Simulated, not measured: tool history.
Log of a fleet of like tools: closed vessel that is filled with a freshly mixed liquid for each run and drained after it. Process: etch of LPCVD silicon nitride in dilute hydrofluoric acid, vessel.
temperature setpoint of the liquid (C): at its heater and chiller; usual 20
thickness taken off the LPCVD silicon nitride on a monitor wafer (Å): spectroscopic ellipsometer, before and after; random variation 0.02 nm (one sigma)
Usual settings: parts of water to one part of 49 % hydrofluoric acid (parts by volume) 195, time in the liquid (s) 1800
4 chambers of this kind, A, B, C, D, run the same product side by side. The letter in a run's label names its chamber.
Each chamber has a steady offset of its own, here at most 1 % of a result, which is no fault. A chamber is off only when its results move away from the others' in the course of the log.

run,day,temperature setpoint of the liquid (C),parts of water to one part of 49 % hydrofluoric acid (parts by volume),time in the liquid (s),hours since the thermometer was replaced,hours since the hydrofluoric acid flow meter was replaced,"read-back film thickness of the LPCVD silicon nitride reference wafer, read on the same gauge (nm)",thickness taken off the LPCVD silicon nitride on a monitor wafer (Å)
1A,0.229,20,195,1800,2036.0,1048.2,119.98,35.186
2D,0.579,20,195,1800,336.4,506.0,120.00,35.219
3C,0.883,20,195,1800,1606.2,848.7,120.05,35.113
4B,1.075,20,195,1800,33.8,1123.4,119.98,34.558
5C,1.262,20,195,1800,1615.3,857.8,120.00,34.847
6D,1.425,17,195,1800,356.7,526.3,120.01,28.167
7A,1.583,17,195,1800,2068.5,1080.7,119.99,28.932
8B,1.754,17,195,1800,50.1,1139.7,120.04,28.639
9C,1.929,17,195,1800,1631.3,873.8,120.02,28.195
10D,2.200,20,195,1800,375.3,544.9,120.02,34.629
11A,2.396,20,195,1800,2088.0,1100.2,119.97,35.039
12B,2.650,20,195,1800,71.6,1161.2,120.01,34.620
13A,2.846,20,195,1800,2098.8,1111.0,120.01,34.953
14C,3.179,20,195,1800,1661.3,903.8,120.00,34.718
15D,3.388,20,195,1800,403.8,573.4,120.00,35.018
16B,3.571,20,195,1800,93.7,1183.3,119.98,34.736
17A,3.862,20,195,1800,2123.2,1135.4,120.00,35.409
18C,4.208,20,195,1800,1686.0,928.5,120.01,34.647
19B,4.550,20,195,1800,117.2,1206.8,119.99,34.987
20D,4.779,20,195,1800,437.2,606.8,119.98,34.636
21A,5.008,20,195,1800,2150.7,1162.9,120.03,34.976
# day 5.096: chamber A: hydrofluoric acid flow meter replaced
22D,5.208,20,195,2135,447.5,617.1,120.02,41.096
23C,5.512,20,195,2135,1717.3,959.8,120.01,41.304
24B,5.696,20,195,2135,144.7,1234.3,119.95,41.239
25B,6.054,20,195,2135,153.3,1242.9,119.96,41.737
26D,6.396,20,195,1800,476.0,645.6,120.02,34.757
27C,6.583,20,195,1800,1743.0,985.5,120.01,34.894
28A,6.758,20,195,1800,2192.7,39.9,120.03,35.071
29A,7.029,20,195,1800,2199.2,46.4,120.03,35.205
30D,7.279,20,195,1800,497.2,666.8,120.01,34.449
31B,7.575,20,195,1800,189.8,1279.4,119.98,34.750
32C,7.871,20,195,1800,1773.9,1016.4,119.97,34.623
33D,8.071,20,195,1800,516.2,685.8,120.01,34.899
34B,8.408,20,195,1800,209.8,1299.4,119.99,35.053
35A,8.742,20,195,1800,2240.3,87.5,120.00,35.059
36C,9.021,20,195,1800,1801.5,1044.0,120.00,34.939
37A,9.242,20,195,1800,2252.3,99.5,120.03,34.957
38B,9.442,20,195,1800,234.6,1324.2,120.01,34.870
39D,9.617,20,195,1800,553.3,722.9,119.99,34.933
40C,9.796,20,195,1800,1820.1,1062.6,120.03,34.542
41A,9.962,20,195,1800,2269.6,116.8,120.00,35.280
42D,10.125,20,195,1800,565.5,735.1,120.03,34.617
43B,10.358,20,195,1800,256.6,1346.2,120.01,34.812
44C,10.675,20,195,1800,1841.2,1083.7,120.00,34.729

All 4 chambers run these settings next. Forecast each chamber's results:
45A,10.929,20,195,1800,,,,?
45B,10.929,20,195,1800,,,,?
45C,10.929,20,195,1800,,,,?
45D,10.929,20,195,1800,,,,?

run,thickness taken off the LPCVD silicon nitride on a monitor wafer (Å)
45A,34.838
45B,35.058
45C,34.631
45D,34.746
